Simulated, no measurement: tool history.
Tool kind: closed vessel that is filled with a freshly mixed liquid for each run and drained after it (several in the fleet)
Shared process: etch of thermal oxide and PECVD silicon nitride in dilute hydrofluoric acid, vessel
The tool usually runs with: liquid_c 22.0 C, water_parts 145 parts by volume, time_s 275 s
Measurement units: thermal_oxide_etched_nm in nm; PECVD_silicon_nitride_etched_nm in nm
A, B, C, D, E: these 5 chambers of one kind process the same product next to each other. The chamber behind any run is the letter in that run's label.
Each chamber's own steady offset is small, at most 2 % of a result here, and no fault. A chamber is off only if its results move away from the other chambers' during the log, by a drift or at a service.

run,day,liquid_c,water_parts,time_s,"read-back film thickness of the thermal oxide reference wafer, read on the same gauge (nm)","read-back film thickness of the PECVD silicon nitride reference wafer, read on the same gauge (nm)",thermal_oxide_etched_nm,PECVD_silicon_nitride_etched_nm
1C,0.171,22.0,145,275,130.03,150.00,7.7535,3.2648
2A,0.288,22.0,145,275,130.03,149.98,7.8585,3.2580
3D,0.425,22.0,145,275,130.03,150.04,7.9961,3.2778
4E,0.562,22.0,145,275,130.03,150.03,7.9543,3.2404
5B,0.717,22.0,145,275,130.00,150.01,7.9112,3.2204
6A,0.846,22.0,145,275,130.04,149.98,7.7177,3.2698
7C,0.958,22.0,145,275,129.99,149.99,7.9808,3.2609
8E,1.129,22.0,145,275,129.99,150.04,7.9858,3.2942
9B,1.221,22.0,145,275,130.05,150.01,7.7657,3.2302
10D,1.308,22.0,145,275,130.05,150.02,8.1082,3.2914
11B,1.475,22.0,145,275,129.98,149.99,7.9426,3.3095
12A,1.579,22.0,145,275,129.99,150.03,7.7737,3.2719
13D,1.662,22.0,145,275,130.00,149.98,8.0164,3.2710
14C,1.783,26.5,180,275,130.00,149.98,7.1722,3.5948
15E,1.938,26.5,180,275,130.02,150.00,7.4619,3.5738
16D,2.054,26.5,180,275,130.04,150.00,7.4002,3.4597
# day 2.204: chamber C: thermometer replaced
17A,2.221,26.5,180,275,129.99,150.01,7.2753,3.4996
18E,2.325,26.5,180,275,130.01,150.00,7.7414,3.6334
19B,2.458,22.0,145,275,129.98,150.02,7.7969,3.2606
20C,2.538,22.0,145,275,130.00,150.01,7.8529,3.2058
21D,2.638,22.0,145,275,130.02,150.03,7.8988,3.2783
22C,2.771,22.0,145,275,129.98,150.01,7.8819,3.2607
23B,2.942,22.0,145,275,130.01,149.95,7.8478,3.2518
24E,3.083,22.0,145,275,130.03,150.01,8.4929,3.3668
25A,3.188,22.0,145,275,129.96,150.00,7.8812,3.2803
26E,3.283,22.0,145,275,130.03,150.02,8.5357,3.4266
27B,3.388,22.0,145,275,129.98,150.03,7.8560,3.2271
28D,3.554,22.0,180,275,129.97,149.96,6.2950,2.6270
29A,3.675,22.0,180,275,130.02,149.99,5.9806,2.6579
30C,3.812,22.0,180,275,129.97,149.97,6.0621,2.6295
31E,3.988,22.0,180,275,130.00,150.01,6.7698,2.8380
32C,4.138,22.0,180,275,129.97,149.98,6.0724,2.6282
33A,4.242,22.0,145,275,129.98,149.98,7.9065,3.2879
34B,4.392,22.0,210,195,129.99,150.00,3.5877,1.5941
35D,4.521,22.0,210,195,129.99,150.01,3.6576,1.6118

Decide between three cases: one chamber stands off from its peers, the gauge reading all wafers drifts, or nothing is wrong past each chamber's small offset. Where a chamber is off, say which and what most likely put it there.

One chamber, E, drifts off from the rest bit by bit.
Likeliest cause: hydrofluoric acid flow above the setpoint (%) = 9.87.

Chamber E could run next with any of the 4 candidate recipes listed below; each alters the usual settings, and their results appear as question marks. Which one brings its results back in line with what the other chambers deliver on the usual settings?
In-line tolerance around the mean of the other chambers on the usual settings: thermal_oxide_etched_nm 0.2300 nm; PECVD_silicon_nitride_etched_nm 0.1200 nm
36E-1,4.650,21.5,135,290,,,?,?
36E-2,4.650,22.5,155,260,,,?,?
36E-3,4.650,22.5,150,265,,,?,?
36E-4,4.650,21.5,140,285,,,?,?

Usual-settings mean across the other chambers: thermal_oxide_etched_nm 7.8690 nm; PECVD_silicon_nitride_etched_nm 3.2571 nm
run,thermal_oxide_etched_nm,PECVD_silicon_nitride_etched_nm
36E-1,9.8573,3.8718
36E-2,7.8523,3.2426
36E-3,8.3123,3.4132
36E-4,9.2941,3.6719
36E-2 is the one that brings the chamber's results back in line with the other chambers.
